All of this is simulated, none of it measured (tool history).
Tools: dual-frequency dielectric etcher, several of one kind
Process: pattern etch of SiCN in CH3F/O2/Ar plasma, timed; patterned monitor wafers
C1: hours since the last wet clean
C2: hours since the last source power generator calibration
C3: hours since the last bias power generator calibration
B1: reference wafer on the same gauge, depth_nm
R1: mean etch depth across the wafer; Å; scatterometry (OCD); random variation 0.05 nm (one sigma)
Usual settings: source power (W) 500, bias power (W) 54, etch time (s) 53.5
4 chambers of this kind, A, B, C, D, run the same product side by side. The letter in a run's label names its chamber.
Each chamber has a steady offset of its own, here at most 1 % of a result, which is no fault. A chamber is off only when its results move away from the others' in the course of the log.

{"hour": 5.8, "done": "chamber B: bias power generator calibrated"}
{"run": "1C", "hour": 6.4, "source power (W)": 500, "bias power (W)": 54, "etch time (s)": 53.5, "C1": 285.3, "C2": 743.1, "C3": 137.9, "B1": 23.296, "R1": 197.46}
{"run": "2D", "hour": 11.1, "source power (W)": 500, "bias power (W)": 54, "etch time (s)": 53.5, "C1": 238.9, "C2": 270.8, "C3": 1117.2, "B1": 23.303, "R1": 201.01}
{"run": "3B", "hour": 17.8, "source power (W)": 500, "bias power (W)": 54, "etch time (s)": 53.5, "C1": 159.8, "C2": 816.4, "C3": 12.1, "B1": 23.318, "R1": 198.18}
{"run": "4A", "hour": 22.6, "source power (W)": 500, "bias power (W)": 54, "etch time (s)": 53.5, "C1": 199.3, "C2": 116.7, "C3": 544.6, "B1": 23.287, "R1": 198.8}
{"run": "5D", "hour": 28.7, "source power (W)": 500, "bias power (W)": 54, "etch time (s)": 53.5, "C1": 256.5, "C2": 288.4, "C3": 1134.8, "B1": 23.298, "R1": 199.57}
{"run": "6A", "hour": 34.7, "source power (W)": 500, "bias power (W)": 54, "etch time (s)": 53.5, "C1": 211.4, "C2": 128.8, "C3": 556.7, "B1": 23.314, "R1": 198.8}
{"run": "7C", "hour": 38.9, "source power (W)": 500, "bias power (W)": 54, "etch time (s)": 53.5, "C1": 317.8, "C2": 775.6, "C3": 170.4, "B1": 23.29, "R1": 198.08}
{"run": "8B", "hour": 42.8, "source power (W)": 500, "bias power (W)": 54, "etch time (s)": 53.5, "C1": 184.8, "C2": 841.4, "C3": 37.1, "B1": 23.294, "R1": 198.25}
{"run": "9A", "hour": 49.0, "source power (W)": 500, "bias power (W)": 54, "etch time (s)": 53.5, "C1": 225.7, "C2": 143.1, "C3": 571, "B1": 23.284, "R1": 199.7}
{"run": "10C", "hour": 55.4, "source power (W)": 500, "bias power (W)": 54, "etch time (s)": 61.5, "C1": 334.3, "C2": 792.1, "C3": 186.9, "B1": 23.303, "R1": 227.9}
{"run": "11B", "hour": 60.9, "source power (W)": 500, "bias power (W)": 54, "etch time (s)": 61.5, "C1": 202.9, "C2": 859.5, "C3": 55.2, "B1": 23.297, "R1": 228.6}
{"run": "12D", "hour": 64.9, "source power (W)": 500, "bias power (W)": 54, "etch time (s)": 61.5, "C1": 292.7, "C2": 324.6, "C3": 1171, "B1": 23.296, "R1": 230.38}
{"run": "13C", "hour": 68.2, "source power (W)": 500, "bias power (W)": 54, "etch time (s)": 61.5, "C1": 347.1, "C2": 804.9, "C3": 199.7, "B1": 23.299, "R1": 227.06}
{"hour": 72.7, "done": "chamber C: wet clean of the chamber"}
{"run": "14A", "hour": 75.2, "source power (W)": 500, "bias power (W)": 54, "etch time (s)": 53.5, "C1": 251.9, "C2": 169.3, "C3": 597.2, "B1": 23.294, "R1": 198.63}
{"run": "15D", "hour": 78.6, "source power (W)": 500, "bias power (W)": 54, "etch time (s)": 39.5, "C1": 306.4, "C2": 338.3, "C3": 1184.7, "B1": 23.292, "R1": 147.4}
{"run": "16B", "hour": 85.5, "source power (W)": 500, "bias power (W)": 54, "etch time (s)": 39.5, "C1": 227.5, "C2": 884.1, "C3": 79.8, "B1": 23.3, "R1": 145.85}
{"run": "17A", "hour": 90.7, "source power (W)": 500, "bias power (W)": 54, "etch time (s)": 39.5, "C1": 267.4, "C2": 184.8, "C3": 612.7, "B1": 23.293, "R1": 146.63}
{"run": "18C", "hour": 97.6, "source power (W)": 500, "bias power (W)": 54, "etch time (s)": 39.5, "C1": 25, "C2": 834.3, "C3": 229.1, "B1": 23.301, "R1": 145.44}
{"run": "19D", "hour": 102.7, "source power (W)": 500, "bias power (W)": 48, "etch time (s)": 40.5, "C1": 330.5, "C2": 362.4, "C3": 1208.8, "B1": 23.305, "R1": 145.63}
{"run": "20B", "hour": 108.2, "source power (W)": 500, "bias power (W)": 48, "etch time (s)": 40.5, "C1": 250.2, "C2": 906.8, "C3": 102.5, "B1": 23.315, "R1": 144.31}
{"run": "21C", "hour": 113.3, "source power (W)": 500, "bias power (W)": 48, "etch time (s)": 40.5, "C1": 40.7, "C2": 850, "C3": 244.8, "B1": 23.288, "R1": 143.89}
{"run": "22D", "hour": 119.0, "source power (W)": 500, "bias power (W)": 48, "etch time (s)": 40.5, "C1": 346.8, "C2": 378.7, "C3": 1225.1, "B1": 23.3, "R1": 145.56}
{"run": "23A", "hour": 124.6, "source power (W)": 500, "bias power (W)": 54, "etch time (s)": 53.5, "C1": 301.3, "C2": 218.7, "C3": 646.6, "B1": 23.307, "R1": 198.17}
{"run": "24B", "hour": 131.0, "source power (W)": 390, "bias power (W)": 54, "etch time (s)": 53.5, "C1": 273, "C2": 929.6, "C3": 125.3, "B1": 23.296, "R1": 179.91}
{"run": "25A", "hour": 134.1, "source power (W)": 390, "bias power (W)": 54, "etch time (s)": 53.5, "C1": 310.8, "C2": 228.2, "C3": 656.1, "B1": 23.295, "R1": 180.15}
{"run": "26D", "hour": 139.9, "source power (W)": 390, "bias power (W)": 54, "etch time (s)": 53.5, "C1": 367.7, "C2": 399.6, "C3": 1246, "B1": 23.284, "R1": 181.33}
{"run": "27B", "hour": 143.1, "source power (W)": 390, "bias power (W)": 54, "etch time (s)": 53.5, "C1": 285.1, "C2": 941.7, "C3": 137.4, "B1": 23.303, "R1": 180.08}
{"run": "28C", "hour": 148.0, "source power (W)": 500, "bias power (W)": 54, "etch time (s)": 53.5, "C1": 75.4, "C2": 884.7, "C3": 279.5, "B1": 23.307, "R1": 196.24}
{"run": "29D", "hour": 154.7, "source power (W)": 500, "bias power (W)": 54, "etch time (s)": 53.5, "C1": 382.5, "C2": 414.4, "C3": 1260.8, "B1": 23.294, "R1": 198.86}
{"run": "30C", "hour": 159.3, "source power (W)": 500, "bias power (W)": 54, "etch time (s)": 53.5, "C1": 86.7, "C2": 896, "C3": 290.8, "B1": 23.302, "R1": 195.16}
{"hour": 159.9, "done": "chamber A: wet clean of the chamber"}
{"run": "31A", "hour": 166.1, "source power (W)": 500, "bias power (W)": 63, "etch time (s)": 62.5, "C1": 6.2, "C2": 260.2, "C3": 688.1, "B1": 23.309, "R1": 244.57}
{"run": "32B", "hour": 173.1, "source power (W)": 500, "bias power (W)": 63, "etch time (s)": 62.5, "C1": 315.1, "C2": 971.7, "C3": 167.4, "B1": 23.291, "R1": 243.21}
{"run": "33C", "hour": 177.4, "source power (W)": 500, "bias power (W)": 63, "etch time (s)": 62.5, "C1": 104.8, "C2": 914.1, "C3": 308.9, "B1": 23.319, "R1": 240.3}
{"run": "34A", "hour": 181.4, "source power (W)": 500, "bias power (W)": 63, "etch time (s)": 62.5, "C1": 21.5, "C2": 275.5, "C3": 703.4, "B1": 23.306, "R1": 244.75}
{"run": "35B", "hour": 186.8, "source power (W)": 500, "bias power (W)": 54, "etch time (s)": 53.5, "C1": 328.8, "C2": 985.4, "C3": 181.1, "B1": 23.285, "R1": 198.09}
{"run": "36D", "hour": 192.3, "source power (W)": 500, "bias power (W)": 66, "etch time (s)": 41, "C1": 420.1, "C2": 452, "C3": 1298.4, "B1": 23.305, "R1": 163.35}
{"run": "37C", "hour": 199.2, "source power (W)": 500, "bias power (W)": 66, "etch time (s)": 41, "C1": 126.6, "C2": 935.9, "C3": 330.7, "B1": 23.302, "R1": 160.22}
{"run": "38B", "hour": 202.8, "source power (W)": 500, "bias power (W)": 66, "etch time (s)": 41, "C1": 344.8, "C2": 1001.4, "C3": 197.1, "B1": 23.299, "R1": 162.21}
{"run": "39A", "hour": 208.0, "source power (W)": 500, "bias power (W)": 66, "etch time (s)": 41, "C1": 48.1, "C2": 302.1, "C3": 730, "B1": 23.292, "R1": 161.93}
{"run": "40D", "hour": 215.1, "source power (W)": 500, "bias power (W)": 54, "etch time (s)": 53.5, "C1": 442.9, "C2": 474.8, "C3": 1321.2, "B1": 23.297, "R1": 199.52}
{"run": "41B", "hour": 220.4, "source power (W)": 500, "bias power (W)": 54, "etch time (s)": 53.5, "C1": 362.4, "C2": 1019, "C3": 214.7, "B1": 23.306, "R1": 197.27}
{"run": "42C", "hour": 225.1, "source power (W)": 500, "bias power (W)": 54, "etch time (s)": 53.5, "C1": 152.5, "C2": 961.8, "C3": 356.6, "B1": 23.296, "R1": 194.89}
{"run": "43D", "hour": 231.5, "source power (W)": 500, "bias power (W)": 54, "etch time (s)": 53.5, "C1": 459.3, "C2": 491.2, "C3": 1337.6, "B1": 23.314, "R1": 199.9}
{"run": "44A", "hour": 237.6, "source power (W)": 500, "bias power (W)": 54, "etch time (s)": 53.5, "C1": 77.7, "C2": 331.7, "C3": 759.6, "B1": 23.296, "R1": 198.09}

What goes on in this fleet: one chamber off, a drifting gauge, or nothing beyond the chambers' own small offsets? Name the chamber and the cause, if any.

Chamber C drifts away from the others.
Cause: source power that arrives under what is set, % = 5.08.
The log may not tell that from: etch rate under this chamber's usual, %; bias power that arrives under what is set, %.

Here are 4 candidates for chamber C's next run, each the usual settings with a change, their results left as question marks. Which one brings its results back in line with what the others give on the usual settings?
In line means no further than this from the other chambers' mean on the usual settings: R1 1.7 Å
{"run": "45C-1", "hour": 242.7, "source power (W)": 520, "bias power (W)": 56, "etch time (s)": 53.5, "R1": "?"}
{"run": "45C-2", "hour": 242.7, "source power (W)": 500, "bias power (W)": 54, "etch time (s)": 52, "R1": "?"}
{"run": "45C-3", "hour": 242.7, "source power (W)": 490, "bias power (W)": 54, "etch time (s)": 53.5, "R1": "?"}
{"run": "45C-4", "hour": 242.7, "source power (W)": 510, "bias power (W)": 54, "etch time (s)": 53.5, "R1": "?"}

The other chambers' mean on the usual settings: R1 198.8 Å
run=45C-1 R1=198.78
run=45C-2 R1=188.03
run=45C-3 R1=191.96
run=45C-4 R1=194.94
45C-1 brings the chamber back in line.

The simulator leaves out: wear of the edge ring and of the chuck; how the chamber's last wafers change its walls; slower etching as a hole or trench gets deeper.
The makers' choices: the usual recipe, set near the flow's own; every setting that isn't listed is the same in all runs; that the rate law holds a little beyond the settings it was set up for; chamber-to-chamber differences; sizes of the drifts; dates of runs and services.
